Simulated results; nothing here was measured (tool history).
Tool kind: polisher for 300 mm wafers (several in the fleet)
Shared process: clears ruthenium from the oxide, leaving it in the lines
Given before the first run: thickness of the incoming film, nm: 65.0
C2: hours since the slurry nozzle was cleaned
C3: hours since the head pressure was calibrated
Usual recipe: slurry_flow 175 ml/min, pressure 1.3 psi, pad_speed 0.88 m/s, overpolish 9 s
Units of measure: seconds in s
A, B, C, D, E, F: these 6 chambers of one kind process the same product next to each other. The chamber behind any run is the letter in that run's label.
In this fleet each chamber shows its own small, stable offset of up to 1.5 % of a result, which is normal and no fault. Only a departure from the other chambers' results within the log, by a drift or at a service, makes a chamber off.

{"run": "1F", "hour": 5.0, "slurry_flow": 175, "pressure": 1.3, "pad_speed": 0.88, "overpolish": 9, "wafers polished on this pad": 462, "C2": 513, "C3": 732.7, "seconds": 91.851}
{"run": "2B", "hour": 8.9, "slurry_flow": 175, "pressure": 1.3, "pad_speed": 0.88, "overpolish": 9, "wafers polished on this pad": 678, "C2": 83.4, "C3": 412.5, "seconds": 94.022}
{"run": "3D", "hour": 13.8, "slurry_flow": 175, "pressure": 1.3, "pad_speed": 0.88, "overpolish": 9, "wafers polished on this pad": 638, "C2": 211.5, "C3": 269.7, "seconds": 91.395}
{"hour": 18.6, "done": "chamber A: worn pad replaced by a new one"}
{"run": "4A", "hour": 18.8, "slurry_flow": 175, "pressure": 1.3, "pad_speed": 0.88, "overpolish": 9, "wafers polished on this pad": 1, "C2": 124, "C3": 464.5, "seconds": 92.633}
{"run": "5E", "hour": 21.2, "slurry_flow": 175, "pressure": 1.1, "pad_speed": 0.88, "overpolish": 11, "wafers polished on this pad": 799, "C2": 373.9, "C3": 436.7, "seconds": 110.01}
{"run": "6C", "hour": 25.3, "slurry_flow": 175, "pressure": 1.1, "pad_speed": 0.88, "overpolish": 11, "wafers polished on this pad": 285, "C2": 387.6, "C3": 958.5, "seconds": 109.92}
{"run": "7D", "hour": 29.1, "slurry_flow": 175, "pressure": 1.1, "pad_speed": 0.88, "overpolish": 11, "wafers polished on this pad": 735, "C2": 226.8, "C3": 285, "seconds": 109.52}
{"hour": 29.3, "done": "chamber D: worn pad replaced by a new one"}
{"run": "8C", "hour": 34.0, "slurry_flow": 175, "pressure": 1.1, "pad_speed": 0.88, "overpolish": 11, "wafers polished on this pad": 340, "C2": 396.3, "C3": 967.2, "seconds": 110.08}
{"run": "9A", "hour": 37.3, "slurry_flow": 175, "pressure": 1.1, "pad_speed": 0.88, "overpolish": 11, "wafers polished on this pad": 118, "C2": 142.5, "C3": 483, "seconds": 108.23}
{"hour": 40.2, "done": "chamber E: worn pad replaced by a new one"}
{"run": "10E", "hour": 41.2, "slurry_flow": 175, "pressure": 1.1, "pad_speed": 0.88, "overpolish": 11, "wafers polished on this pad": 6, "C2": 393.9, "C3": 456.7, "seconds": 107.53}
{"run": "11B", "hour": 45.9, "slurry_flow": 175, "pressure": 1.3, "pad_speed": 0.88, "overpolish": 9, "wafers polished on this pad": 911, "C2": 120.4, "C3": 449.5, "seconds": 93.451}
{"hour": 48.7, "done": "chamber F: worn pad replaced by a new one"}
{"hour": 49.3, "done": "chamber D: head pressure recalibrated"}
{"run": "12F", "hour": 50.7, "slurry_flow": 175, "pressure": 1.3, "pad_speed": 0.88, "overpolish": 9, "wafers polished on this pad": 13, "C2": 558.7, "C3": 778.4, "seconds": 92.422}
{"run": "13B", "hour": 53.6, "slurry_flow": 175, "pressure": 1.3, "pad_speed": 0.88, "overpolish": 9, "wafers polished on this pad": 959, "C2": 128.1, "C3": 457.2, "seconds": 93.828}
{"run": "14E", "hour": 56.0, "slurry_flow": 175, "pressure": 1.3, "pad_speed": 0.88, "overpolish": 9, "wafers polished on this pad": 99, "C2": 408.7, "C3": 471.5, "seconds": 92.203}
{"run": "15D", "hour": 59.8, "slurry_flow": 175, "pressure": 1.3, "pad_speed": 0.88, "overpolish": 9, "wafers polished on this pad": 192, "C2": 257.5, "C3": 10.5, "seconds": 91.184}
{"run": "16C", "hour": 62.1, "slurry_flow": 175, "pressure": 1.3, "pad_speed": 0.88, "overpolish": 9, "wafers polished on this pad": 517, "C2": 424.4, "C3": 995.3, "seconds": 94.569}
{"run": "17A", "hour": 64.6, "slurry_flow": 175, "pressure": 1.3, "pad_speed": 0.88, "overpolish": 9, "wafers polished on this pad": 289, "C2": 169.8, "C3": 510.3, "seconds": 91.507}
{"hour": 65.5, "done": "chamber B: worn pad replaced by a new one"}
{"run": "18F", "hour": 67.8, "slurry_flow": 175, "pressure": 1.3, "pad_speed": 0.88, "overpolish": 9, "wafers polished on this pad": 120, "C2": 575.8, "C3": 795.5, "seconds": 91.82}
{"run": "19C", "hour": 72.0, "slurry_flow": 175, "pressure": 1.3, "pad_speed": 0.88, "overpolish": 9, "wafers polished on this pad": 579, "C2": 434.3, "C3": 1005.2, "seconds": 93.751}
{"run": "20F", "hour": 76.6, "slurry_flow": 175, "pressure": 1.3, "pad_speed": 0.88, "overpolish": 9, "wafers polished on this pad": 176, "C2": 584.6, "C3": 804.3, "seconds": 91.681}
{"run": "21D", "hour": 79.9, "slurry_flow": 175, "pressure": 1.3, "pad_speed": 0.88, "overpolish": 9, "wafers polished on this pad": 318, "C2": 277.6, "C3": 30.6, "seconds": 91.352}
{"run": "22B", "hour": 84.3, "slurry_flow": 175, "pressure": 1.3, "pad_speed": 0.88, "overpolish": 9, "wafers polished on this pad": 118, "C2": 158.8, "C3": 487.9, "seconds": 93.854}
{"run": "23A", "hour": 88.2, "slurry_flow": 175, "pressure": 1.3, "pad_speed": 0.88, "overpolish": 9, "wafers polished on this pad": 438, "C2": 193.4, "C3": 533.9, "seconds": 92.792}
{"run": "24E", "hour": 93.3, "slurry_flow": 175, "pressure": 1.3, "pad_speed": 0.88, "overpolish": 9, "wafers polished on this pad": 334, "C2": 446, "C3": 508.8, "seconds": 91.408}
{"hour": 96.5, "done": "chamber E: head pressure recalibrated"}
{"run": "25F", "hour": 97.0, "slurry_flow": 175, "pressure": 1.5, "pad_speed": 0.88, "overpolish": 9, "wafers polished on this pad": 304, "C2": 605, "C3": 824.7, "seconds": 81.146}
{"run": "26B", "hour": 99.5, "slurry_flow": 175, "pressure": 1.5, "pad_speed": 0.88, "overpolish": 9, "wafers polished on this pad": 214, "C2": 174, "C3": 503.1, "seconds": 80.079}
{"run": "27E", "hour": 102.5, "slurry_flow": 175, "pressure": 1.5, "pad_speed": 0.88, "overpolish": 9, "wafers polished on this pad": 392, "C2": 455.2, "C3": 6.1, "seconds": 80.683}
{"run": "28A", "hour": 107.6, "slurry_flow": 175, "pressure": 1.5, "pad_speed": 0.88, "overpolish": 9, "wafers polished on this pad": 560, "C2": 212.8, "C3": 553.3, "seconds": 79.879}
{"run": "29D", "hour": 112.1, "slurry_flow": 175, "pressure": 1.5, "pad_speed": 0.88, "overpolish": 9, "wafers polished on this pad": 521, "C2": 309.8, "C3": 62.8, "seconds": 79.651}
{"hour": 112.5, "done": "chamber F: head pressure recalibrated"}
{"run": "30C", "hour": 116.6, "slurry_flow": 175, "pressure": 1.5, "pad_speed": 0.88, "overpolish": 9, "wafers polished on this pad": 860, "C2": 478.9, "C3": 1049.8, "seconds": 81.996}
{"run": "31A", "hour": 120.3, "slurry_flow": 175, "pressure": 1.3, "pad_speed": 0.88, "overpolish": 9, "wafers polished on this pad": 640, "C2": 225.5, "C3": 566, "seconds": 92.169}
{"run": "32B", "hour": 122.8, "slurry_flow": 175, "pressure": 1.3, "pad_speed": 0.88, "overpolish": 9, "wafers polished on this pad": 360, "C2": 197.3, "C3": 526.4, "seconds": 92.247}
{"run": "33D", "hour": 125.1, "slurry_flow": 175, "pressure": 1.3, "pad_speed": 0.88, "overpolish": 9, "wafers polished on this pad": 603, "C2": 322.8, "C3": 75.8, "seconds": 91.813}
{"hour": 126.4, "done": "chamber A: slurry nozzle cleaned"}
{"run": "34E", "hour": 129.6, "slurry_flow": 175, "pressure": 1.3, "pad_speed": 0.88, "overpolish": 9, "wafers polished on this pad": 562, "C2": 482.3, "C3": 33.2, "seconds": 89.912}
{"run": "35C", "hour": 132.6, "slurry_flow": 175, "pressure": 1.3, "pad_speed": 0.88, "overpolish": 9, "wafers polished on this pad": 961, "C2": 494.9, "C3": 1065.8, "seconds": 96.88}
{"run": "36F", "hour": 135.1, "slurry_flow": 175, "pressure": 1.3, "pad_speed": 0.88, "overpolish": 9, "wafers polished on this pad": 544, "C2": 643.1, "C3": 22.6, "seconds": 94.263}
{"run": "37D", "hour": 139.3, "slurry_flow": 175, "pressure": 1.3, "pad_speed": 0.88, "overpolish": 9, "wafers polished on this pad": 692, "C2": 337, "C3": 90, "seconds": 93.179}
{"run": "38B", "hour": 143.8, "slurry_flow": 175, "pressure": 1.3, "pad_speed": 0.88, "overpolish": 9, "wafers polished on this pad": 493, "C2": 218.3, "C3": 547.4, "seconds": 92.165}
{"run": "39A", "hour": 147.2, "slurry_flow": 175, "pressure": 0.9, "pad_speed": 0.88, "overpolish": 9, "wafers polished on this pad": 809, "C2": 20.8, "C3": 592.9, "seconds": 133.37}
{"run": "40F", "hour": 150.7, "slurry_flow": 175, "pressure": 0.9, "pad_speed": 0.88, "overpolish": 9, "wafers polished on this pad": 642, "C2": 658.7, "C3": 38.2, "seconds": 133.17}
{"run": "41C", "hour": 155.3, "slurry_flow": 175, "pressure": 0.9, "pad_speed": 0.88, "overpolish": 9, "wafers polished on this pad": 1104, "C2": 517.6, "C3": 1088.5, "seconds": 141.14}
{"run": "42E", "hour": 158.0, "slurry_flow": 175, "pressure": 0.9, "pad_speed": 0.88, "overpolish": 9, "wafers polished on this pad": 741, "C2": 510.7, "C3": 61.6, "seconds": 130.87}

Next, every chamber runs the same settings. What will each give?
{"run": "43A", "hour": 161.7, "slurry_flow": 175, "pressure": 1.3, "pad_speed": 0.88, "overpolish": 9, "seconds": "?"}
{"run": "43B", "hour": 161.7, "slurry_flow": 175, "pressure": 1.3, "pad_speed": 0.88, "overpolish": 9, "seconds": "?"}
{"run": "43C", "hour": 161.7, "slurry_flow": 175, "pressure": 1.3, "pad_speed": 0.88, "overpolish": 9, "seconds": "?"}
{"run": "43D", "hour": 161.7, "slurry_flow": 175, "pressure": 1.3, "pad_speed": 0.88, "overpolish": 9, "seconds": "?"}
{"run": "43E", "hour": 161.7, "slurry_flow": 175, "pressure": 1.3, "pad_speed": 0.88, "overpolish": 9, "seconds": "?"}
{"run": "43F", "hour": 161.7, "slurry_flow": 175, "pressure": 1.3, "pad_speed": 0.88, "overpolish": 9, "seconds": "?"}

run=43A seconds=91.469
run=43B seconds=93.81
run=43C seconds=99.035
run=43D seconds=92.758
run=43E seconds=90.821
run=43F seconds=92.951
